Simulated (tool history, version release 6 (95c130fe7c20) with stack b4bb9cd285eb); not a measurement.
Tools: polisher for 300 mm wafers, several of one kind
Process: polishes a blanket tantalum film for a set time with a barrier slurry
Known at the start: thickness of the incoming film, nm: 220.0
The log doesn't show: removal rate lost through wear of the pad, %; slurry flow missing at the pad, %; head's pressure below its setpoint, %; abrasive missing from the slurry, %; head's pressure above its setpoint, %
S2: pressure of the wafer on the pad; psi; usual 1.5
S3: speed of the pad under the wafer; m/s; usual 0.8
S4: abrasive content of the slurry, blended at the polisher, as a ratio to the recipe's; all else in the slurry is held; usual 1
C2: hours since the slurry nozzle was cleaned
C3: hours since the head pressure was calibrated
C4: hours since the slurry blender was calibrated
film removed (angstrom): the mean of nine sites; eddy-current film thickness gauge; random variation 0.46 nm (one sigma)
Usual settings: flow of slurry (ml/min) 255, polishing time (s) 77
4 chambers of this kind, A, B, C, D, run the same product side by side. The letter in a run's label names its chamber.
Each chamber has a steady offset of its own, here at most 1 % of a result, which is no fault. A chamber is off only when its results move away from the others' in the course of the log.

-- hour=11.4 chamber C: worn pad replaced by a new one
run 1A hour=14.9 | flow_of_slurry_(ml/min)=255 S2=1.5 S3=0.8 S4=1 polishing_time_(s)=77 | wafers_polished_on_this_pad=1111 C2=233.1 C3=769.6 C4=72 | film_removed_(angstrom)=722.46
-- hour=28.3 chamber B: slurry blender recalibrated
-- hour=30.3 chamber D: slurry blender recalibrated
run 2D hour=30.7 | flow_of_slurry_(ml/min)=255 S2=1.5 S3=0.8 S4=1 polishing_time_(s)=77 | wafers_polished_on_this_pad=600 C2=176.6 C3=1176.6 C4=0.5 | film_removed_(angstrom)=710.74
-- hour=44.1 chamber A: worn pad replaced by a new one
run 3B hour=45.9 | flow_of_slurry_(ml/min)=255 S2=1.5 S3=0.8 S4=1 polishing_time_(s)=77 | wafers_polished_on_this_pad=416 C2=300.5 C3=137.7 C4=17.6 | film_removed_(angstrom)=718.69
run 4C hour=59.4 | flow_of_slurry_(ml/min)=255 S2=1.5 S3=0.8 S4=1 polishing_time_(s)=77 | wafers_polished_on_this_pad=312 C2=129.6 C3=213.1 C4=158 | film_removed_(angstrom)=730.91
run 5C hour=68.6 | flow_of_slurry_(ml/min)=255 S2=1.5 S3=0.8 S4=1 polishing_time_(s)=77 | wafers_polished_on_this_pad=372 C2=138.8 C3=222.3 C4=167.2 | film_removed_(angstrom)=713.73
run 6A hour=80.6 | flow_of_slurry_(ml/min)=255 S2=1.5 S3=0.8 S4=1 polishing_time_(s)=77 | wafers_polished_on_this_pad=237 C2=298.8 C3=835.3 C4=137.7 | film_removed_(angstrom)=719.91
run 7D hour=88.4 | flow_of_slurry_(ml/min)=255 S2=1.5 S3=0.8 S4=1 polishing_time_(s)=77 | wafers_polished_on_this_pad=975 C2=234.3 C3=1234.3 C4=58.2 | film_removed_(angstrom)=722.93
run 8B hour=98.6 | flow_of_slurry_(ml/min)=255 S2=1.5 S3=0.8 S4=1 polishing_time_(s)=77 | wafers_polished_on_this_pad=758 C2=353.2 C3=190.4 C4=70.3 | film_removed_(angstrom)=714.48
-- hour=111.4 chamber A: slurry blender recalibrated
run 9B hour=112.9 | flow_of_slurry_(ml/min)=255 S2=1.5 S3=0.8 S4=1 polishing_time_(s)=77 | wafers_polished_on_this_pad=851 C2=367.5 C3=204.7 C4=84.6 | film_removed_(angstrom)=712.5
run 10C hour=128.8 | flow_of_slurry_(ml/min)=255 S2=1.5 S3=0.8 S4=1 polishing_time_(s)=77 | wafers_polished_on_this_pad=763 C2=199 C3=282.5 C4=227.4 | film_removed_(angstrom)=722.06
run 11D hour=143 | flow_of_slurry_(ml/min)=255 S2=1.5 S3=0.8 S4=1 polishing_time_(s)=77 | wafers_polished_on_this_pad=1330 C2=288.9 C3=1288.9 C4=112.8 | film_removed_(angstrom)=722.14
-- hour=144.3 chamber D: worn pad replaced by a new one
-- hour=146.9 chamber D: head pressure recalibrated
-- hour=147.4 chamber C: worn pad replaced by a new one
run 12A hour=151.1 | flow_of_slurry_(ml/min)=255 S2=2 S3=0.8 S4=1.15 polishing_time_(s)=77 | wafers_polished_on_this_pad=695 C2=369.3 C3=905.8 C4=39.7 | film_removed_(angstrom)=992.52
run 13C hour=159.5 | flow_of_slurry_(ml/min)=255 S2=2 S3=0.8 S4=1.15 polishing_time_(s)=77 | wafers_polished_on_this_pad=78 C2=229.7 C3=313.2 C4=258.1 | film_removed_(angstrom)=998.22
run 14A hour=174.2 | flow_of_slurry_(ml/min)=255 S2=2 S3=0.8 S4=1.15 polishing_time_(s)=77 | wafers_polished_on_this_pad=845 C2=392.4 C3=928.9 C4=62.8 | film_removed_(angstrom)=1004.2
-- hour=181.2 chamber C: head pressure recalibrated
run 15D hour=183 | flow_of_slurry_(ml/min)=255 S2=2 S3=0.8 S4=1.15 polishing_time_(s)=77 | wafers_polished_on_this_pad=251 C2=328.9 C3=36.1 C4=152.8 | film_removed_(angstrom)=989.96
-- hour=188.2 chamber D: slurry nozzle cleaned
run 16B hour=198.1 | flow_of_slurry_(ml/min)=255 S2=1.5 S3=0.8 S4=1 polishing_time_(s)=77 | wafers_polished_on_this_pad=1405 C2=452.7 C3=289.9 C4=169.8 | film_removed_(angstrom)=707.29
-- hour=198.4 chamber C: slurry blender recalibrated
-- hour=208.9 chamber D: slurry blender recalibrated
run 17C hour=210 | flow_of_slurry_(ml/min)=255 S2=1.5 S3=0.8 S4=1 polishing_time_(s)=77 | wafers_polished_on_this_pad=407 C2=280.2 C3=28.8 C4=11.6 | film_removed_(angstrom)=729.82
run 18B hour=219.5 | flow_of_slurry_(ml/min)=255 S2=1.5 S3=0.8 S4=1 polishing_time_(s)=77 | wafers_polished_on_this_pad=1544 C2=474.1 C3=311.3 C4=191.2 | film_removed_(angstrom)=711.85
run 19A hour=234 | flow_of_slurry_(ml/min)=255 S2=1.5 S3=0.8 S4=1 polishing_time_(s)=77 | wafers_polished_on_this_pad=1234 C2=452.2 C3=988.7 C4=122.6 | film_removed_(angstrom)=720.38
run 20D hour=242.8 | flow_of_slurry_(ml/min)=255 S2=1.5 S3=0.8 S4=1 polishing_time_(s)=77 | wafers_polished_on_this_pad=640 C2=54.7 C3=95.9 C4=34 | film_removed_(angstrom)=720.24
run 21D hour=257.8 | flow_of_slurry_(ml/min)=255 S2=1.5 S3=0.8 S4=1.1 polishing_time_(s)=95 | wafers_polished_on_this_pad=737 C2=69.7 C3=110.9 C4=49 | film_removed_(angstrom)=914.88
-- hour=262 chamber B: slurry nozzle cleaned
-- hour=271.2 chamber A: worn pad replaced by a new one
run 22A hour=272.4 | flow_of_slurry_(ml/min)=255 S2=1.5 S3=0.8 S4=1.1 polishing_time_(s)=95 | wafers_polished_on_this_pad=8 C2=490.6 C3=1027.1 C4=161 | film_removed_(angstrom)=926.48
-- hour=281.2 chamber C: worn pad replaced by a new one
run 23B hour=287.4 | flow_of_slurry_(ml/min)=255 S2=1.5 S3=0.8 S4=1.1 polishing_time_(s)=95 | wafers_polished_on_this_pad=1985 C2=25.4 C3=379.2 C4=259.1 | film_removed_(angstrom)=894.75
run 24C hour=297.5 | flow_of_slurry_(ml/min)=255 S2=1.5 S3=0.8 S4=1.1 polishing_time_(s)=95 | wafers_polished_on_this_pad=106 C2=367.7 C3=116.3 C4=99.1 | film_removed_(angstrom)=916.34
-- hour=304.7 chamber A: slurry blender recalibrated
run 25B hour=306.3 | flow_of_slurry_(ml/min)=255 S2=1.5 S3=0.8 S4=1 polishing_time_(s)=77 | wafers_polished_on_this_pad=2108 C2=44.3 C3=398.1 C4=278 | film_removed_(angstrom)=701.99
run 26A hour=319.3 | flow_of_slurry_(ml/min)=255 S2=1.5 S3=0.8 S4=1 polishing_time_(s)=77 | wafers_polished_on_this_pad=312 C2=537.5 C3=1074 C4=14.7 | film_removed_(angstrom)=721.71
-- hour=321.1 chamber C: slurry nozzle cleaned
-- hour=323.4 chamber B: slurry blender recalibrated
run 27D hour=333.3 | flow_of_slurry_(ml/min)=255 S2=1.5 S3=0.8 S4=1 polishing_time_(s)=77 | wafers_polished_on_this_pad=1228 C2=145.2 C3=186.4 C4=124.5 | film_removed_(angstrom)=720.63
run 28C hour=340.6 | flow_of_slurry_(ml/min)=255 S2=1.5 S3=0.8 S4=1 polishing_time_(s)=77 | wafers_polished_on_this_pad=386 C2=19.6 C3=159.4 C4=142.2 | film_removed_(angstrom)=724.58
-- hour=350.5 chamber D: worn pad replaced by a new one
run 29A hour=352.5 | flow_of_slurry_(ml/min)=255 S2=1.5 S3=0.8 S4=1 polishing_time_(s)=77 | wafers_polished_on_this_pad=528 C2=570.7 C3=1107.2 C4=47.9 | film_removed_(angstrom)=718.13
run 30D hour=360.8 | flow_of_slurry_(ml/min)=255 S2=1.5 S3=0.8 S4=1 polishing_time_(s)=77 | wafers_polished_on_this_pad=67 C2=172.7 C3=213.9 C4=152 | film_removed_(angstrom)=732.1
-- hour=367.8 chamber D: slurry blender recalibrated
run 31B hour=368.4 | flow_of_slurry_(ml/min)=255 S2=1.5 S3=0.8 S4=1 polishing_time_(s)=92 | wafers_polished_on_this_pad=2512 C2=106.4 C3=460.2 C4=45.1 | film_removed_(angstrom)=835.03
run 32C hour=383.6 | flow_of_slurry_(ml/min)=255 S2=1.5 S3=0.8 S4=1 polishing_time_(s)=92 | wafers_polished_on_this_pad=665 C2=62.6 C3=202.4 C4=185.2 | film_removed_(angstrom)=866.44
run 33A hour=397.4 | flow_of_slurry_(ml/min)=255 S2=1.5 S3=0.8 S4=1 polishing_time_(s)=92 | wafers_polished_on_this_pad=820 C2=615.6 C3=1152.1 C4=92.8 | film_removed_(angstrom)=873.31
run 34D hour=406.2 | flow_of_slurry_(ml/min)=255 S2=1.5 S3=0.8 S4=1 polishing_time_(s)=92 | wafers_polished_on_this_pad=362 C2=218.1 C3=259.3 C4=38.5 | film_removed_(angstrom)=854.01
-- hour=411.9 chamber C: worn pad replaced by a new one
run 35B hour=421.7 | flow_of_slurry_(ml/min)=255 S2=1.5 S3=0.8 S4=1 polishing_time_(s)=77 | wafers_polished_on_this_pad=2858 C2=159.7 C3=513.5 C4=98.4 | film_removed_(angstrom)=691.23
-- hour=432.4 chamber A: slurry nozzle cleaned
-- hour=433.5 chamber C: slurry blender recalibrated
run 36C hour=435 | flow_of_slurry_(ml/min)=305 S2=1.5 S3=0.8 S4=1 polishing_time_(s)=77 | wafers_polished_on_this_pad=150 C2=114 C3=253.8 C4=1.5 | film_removed_(angstrom)=739.88
run 37A hour=450.1 | flow_of_slurry_(ml/min)=305 S2=1.5 S3=0.8 S4=1 polishing_time_(s)=77 | wafers_polished_on_this_pad=1163 C2=17.7 C3=1204.8 C4=145.5 | film_removed_(angstrom)=734.23
run 38C hour=460.6 | flow_of_slurry_(ml/min)=305 S2=1.5 S3=0.8 S4=1 polishing_time_(s)=77 | wafers_polished_on_this_pad=316 C2=139.6 C3=279.4 C4=27.1 | film_removed_(angstrom)=735.75
run 39B hour=469.1 | flow_of_slurry_(ml/min)=305 S2=1.5 S3=0.8 S4=1 polishing_time_(s)=77 | wafers_polished_on_this_pad=3166 C2=207.1 C3=560.9 C4=145.8 | film_removed_(angstrom)=705.81
run 40D hour=476.7 | flow_of_slurry_(ml/min)=255 S2=1.8 S3=0.8 S4=1 polishing_time_(s)=77 | wafers_polished_on_this_pad=820 C2=288.6 C3=329.8 C4=109 | film_removed_(angstrom)=871.47

Next, every chamber runs the same settings. What will each give?
run 41A hour=488.1 | flow_of_slurry_(ml/min)=255 S2=1.5 S3=0.8 S4=1 polishing_time_(s)=97 | film_removed_(angstrom)=?
run 41B hour=488.1 | flow_of_slurry_(ml/min)=255 S2=1.5 S3=0.8 S4=1 polishing_time_(s)=97 | film_removed_(angstrom)=?
run 41C hour=488.1 | flow_of_slurry_(ml/min)=255 S2=1.5 S3=0.8 S4=1 polishing_time_(s)=97 | film_removed_(angstrom)=?
run 41D hour=488.1 | flow_of_slurry_(ml/min)=255 S2=1.5 S3=0.8 S4=1 polishing_time_(s)=97 | film_removed_(angstrom)=?

run=41A film_removed_(angstrom)=914.7
run=41B film_removed_(angstrom)=869.14
run=41C film_removed_(angstrom)=912.13
run=41D film_removed_(angstrom)=897.93
